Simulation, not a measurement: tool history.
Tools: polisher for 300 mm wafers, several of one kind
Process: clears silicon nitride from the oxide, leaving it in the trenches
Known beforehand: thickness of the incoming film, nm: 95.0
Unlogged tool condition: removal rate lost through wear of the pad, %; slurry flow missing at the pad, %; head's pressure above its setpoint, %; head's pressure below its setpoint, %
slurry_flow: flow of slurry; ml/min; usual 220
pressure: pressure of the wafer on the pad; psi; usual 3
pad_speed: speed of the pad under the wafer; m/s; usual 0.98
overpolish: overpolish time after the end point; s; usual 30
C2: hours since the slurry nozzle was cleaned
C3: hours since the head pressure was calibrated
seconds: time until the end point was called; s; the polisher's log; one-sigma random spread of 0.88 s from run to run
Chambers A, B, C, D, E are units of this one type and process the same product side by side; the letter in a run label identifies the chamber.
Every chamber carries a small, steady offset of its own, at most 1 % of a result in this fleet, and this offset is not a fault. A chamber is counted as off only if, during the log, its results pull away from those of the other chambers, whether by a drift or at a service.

-- day=0.233 chamber C: head pressure recalibrated
-- day=0.321 chamber E: worn pad replaced by a new one
run 1B day=0.342 | slurry_flow=220 pressure=3 pad_speed=0.98 overpolish=30 | wafers_polished_on_this_pad=561 C2=152.4 C3=708.4 | seconds=100.600
-- day=0.375 chamber B: worn pad replaced by a new one
-- day=0.592 chamber C: worn pad replaced by a new one
run 2C day=0.604 | slurry_flow=220 pressure=3 pad_speed=0.98 overpolish=30 | wafers_polished_on_this_pad=3 C2=64.2 C3=9.0 | seconds=100.720
run 3D day=0.838 | slurry_flow=220 pressure=3 pad_speed=0.98 overpolish=30 | wafers_polished_on_this_pad=710 C2=32.0 C3=803.7 | seconds=101.260
run 4A day=1.038 | slurry_flow=220 pressure=3 pad_speed=0.98 overpolish=30 | wafers_polished_on_this_pad=498 C2=194.9 C3=128.2 | seconds=99.918
run 5E day=1.433 | slurry_flow=220 pressure=3 pad_speed=0.98 overpolish=30 | wafers_polished_on_this_pad=292 C2=84.9 C3=115.5 | seconds=100.830
run 6D day=1.812 | slurry_flow=220 pressure=3 pad_speed=0.98 overpolish=30 | wafers_polished_on_this_pad=965 C2=55.4 C3=827.1 | seconds=99.797
-- day=1.875 chamber D: worn pad replaced by a new one
run 7A day=2.004 | slurry_flow=220 pressure=3 pad_speed=0.98 overpolish=30 | wafers_polished_on_this_pad=751 C2=218.1 C3=151.4 | seconds=99.393
run 8C day=2.242 | slurry_flow=220 pressure=3 pad_speed=0.98 overpolish=30 | wafers_polished_on_this_pad=432 C2=103.5 C3=48.3 | seconds=100.620
-- day=2.475 chamber B: worn pad replaced by a new one
run 9E day=2.608 | slurry_flow=220 pressure=3 pad_speed=0.98 overpolish=30 | wafers_polished_on_this_pad=600 C2=113.1 C3=143.7 | seconds=100.240
-- day=2.829 chamber A: slurry nozzle cleaned
run 10B day=2.912 | slurry_flow=220 pressure=3 pad_speed=0.98 overpolish=30 | wafers_polished_on_this_pad=114 C2=214.1 C3=770.1 | seconds=100.620
-- day=2.950 chamber E: worn pad replaced by a new one
-- day=3.042 chamber B: slurry nozzle cleaned
-- day=3.125 chamber C: worn pad replaced by a new one
run 11E day=3.279 | slurry_flow=220 pressure=3 pad_speed=0.98 overpolish=30 | wafers_polished_on_this_pad=86 C2=129.2 C3=159.8 | seconds=99.100
run 12D day=3.596 | slurry_flow=220 pressure=3 pad_speed=0.98 overpolish=30 | wafers_polished_on_this_pad=451 C2=98.2 C3=869.9 | seconds=99.741
-- day=3.771 chamber B: head pressure recalibrated
run 13B day=3.875 | slurry_flow=220 pressure=3 pad_speed=0.98 overpolish=30 | wafers_polished_on_this_pad=367 C2=20.0 C3=2.5 | seconds=107.040
run 14C day=4.233 | slurry_flow=220 pressure=3 pad_speed=0.98 overpolish=30 | wafers_polished_on_this_pad=290 C2=151.3 C3=96.1 | seconds=100.050
-- day=4.358 chamber A: worn pad replaced by a new one
run 15A day=4.517 | slurry_flow=220 pressure=3 pad_speed=0.98 overpolish=30 | wafers_polished_on_this_pad=41 C2=40.5 C3=211.7 | seconds=101.070
-- day=4.638 chamber B: worn pad replaced by a new one
run 16D day=4.829 | slurry_flow=220 pressure=3 pad_speed=0.98 overpolish=30 | wafers_polished_on_this_pad=774 C2=127.8 C3=899.5 | seconds=100.690
run 17E day=5.246 | slurry_flow=220 pressure=3 pad_speed=0.98 overpolish=30 | wafers_polished_on_this_pad=601 C2=176.4 C3=207.0 | seconds=99.874
-- day=5.329 chamber C: worn pad replaced by a new one
run 18C day=5.654 | slurry_flow=220 pressure=3 pad_speed=0.76 overpolish=30 | wafers_polished_on_this_pad=85 C2=185.4 C3=130.2 | seconds=129.720
-- day=5.833 chamber E: worn pad replaced by a new one
-- day=5.862 chamber D: worn pad replaced by a new one
run 19A day=5.979 | slurry_flow=220 pressure=3 pad_speed=0.76 overpolish=30 | wafers_polished_on_this_pad=425 C2=75.6 C3=246.8 | seconds=132.350
run 20B day=6.188 | slurry_flow=220 pressure=3 pad_speed=0.76 overpolish=30 | wafers_polished_on_this_pad=407 C2=75.5 C3=58.0 | seconds=139.280
run 21B day=6.592 | slurry_flow=220 pressure=3 pad_speed=0.76 overpolish=30 | wafers_polished_on_this_pad=512 C2=85.2 C3=67.7 | seconds=138.250
-- day=6.821 chamber B: worn pad replaced by a new one
run 22E day=7.000 | slurry_flow=220 pressure=3 pad_speed=0.76 overpolish=30 | wafers_polished_on_this_pad=305 C2=218.5 C3=249.1 | seconds=130.220
run 23C day=7.383 | slurry_flow=220 pressure=3 pad_speed=0.98 overpolish=30 | wafers_polished_on_this_pad=538 C2=226.9 C3=171.7 | seconds=99.557
-- day=7.542 chamber C: worn pad replaced by a new one
run 24D day=7.612 | slurry_flow=220 pressure=3 pad_speed=0.98 overpolish=30 | wafers_polished_on_this_pad=459 C2=194.6 C3=966.3 | seconds=100.690
run 25A day=7.883 | slurry_flow=220 pressure=3 pad_speed=0.98 overpolish=30 | wafers_polished_on_this_pad=923 C2=121.3 C3=292.5 | seconds=100.350
run 26A day=8.079 | slurry_flow=220 pressure=3 pad_speed=1.20 overpolish=30 | wafers_polished_on_this_pad=975 C2=126.0 C3=297.2 | seconds=81.476
run 27C day=8.408 | slurry_flow=220 pressure=3 pad_speed=1.20 overpolish=30 | wafers_polished_on_this_pad=227 C2=251.5 C3=196.3 | seconds=81.608
run 28B day=8.638 | slurry_flow=220 pressure=3 pad_speed=1.20 overpolish=30 | wafers_polished_on_this_pad=476 C2=134.3 C3=116.8 | seconds=87.875
run 29D day=8.858 | slurry_flow=220 pressure=3 pad_speed=1.20 overpolish=30 | wafers_polished_on_this_pad=786 C2=224.5 C3=996.2 | seconds=82.078
-- day=8.933 chamber E: worn pad replaced by a new one
run 30E day=9.138 | slurry_flow=220 pressure=3 pad_speed=1.20 overpolish=30 | wafers_polished_on_this_pad=53 C2=269.8 C3=300.4 | seconds=82.658

Next, every chamber runs the same settings. What will each give?
run 31A day=9.450 | slurry_flow=220 pressure=3 pad_speed=0.98 overpolish=45 | seconds=?
run 31B day=9.450 | slurry_flow=220 pressure=3 pad_speed=0.98 overpolish=45 | seconds=?
run 31C day=9.450 | slurry_flow=220 pressure=3 pad_speed=0.98 overpolish=45 | seconds=?
run 31D day=9.450 | slurry_flow=220 pressure=3 pad_speed=0.98 overpolish=45 | seconds=?
run 31E day=9.450 | slurry_flow=220 pressure=3 pad_speed=0.98 overpolish=45 | seconds=?

run=31A seconds=101.420
run=31B seconds=106.010
run=31C seconds=101.460
run=31D seconds=101.160
run=31E seconds=100.020
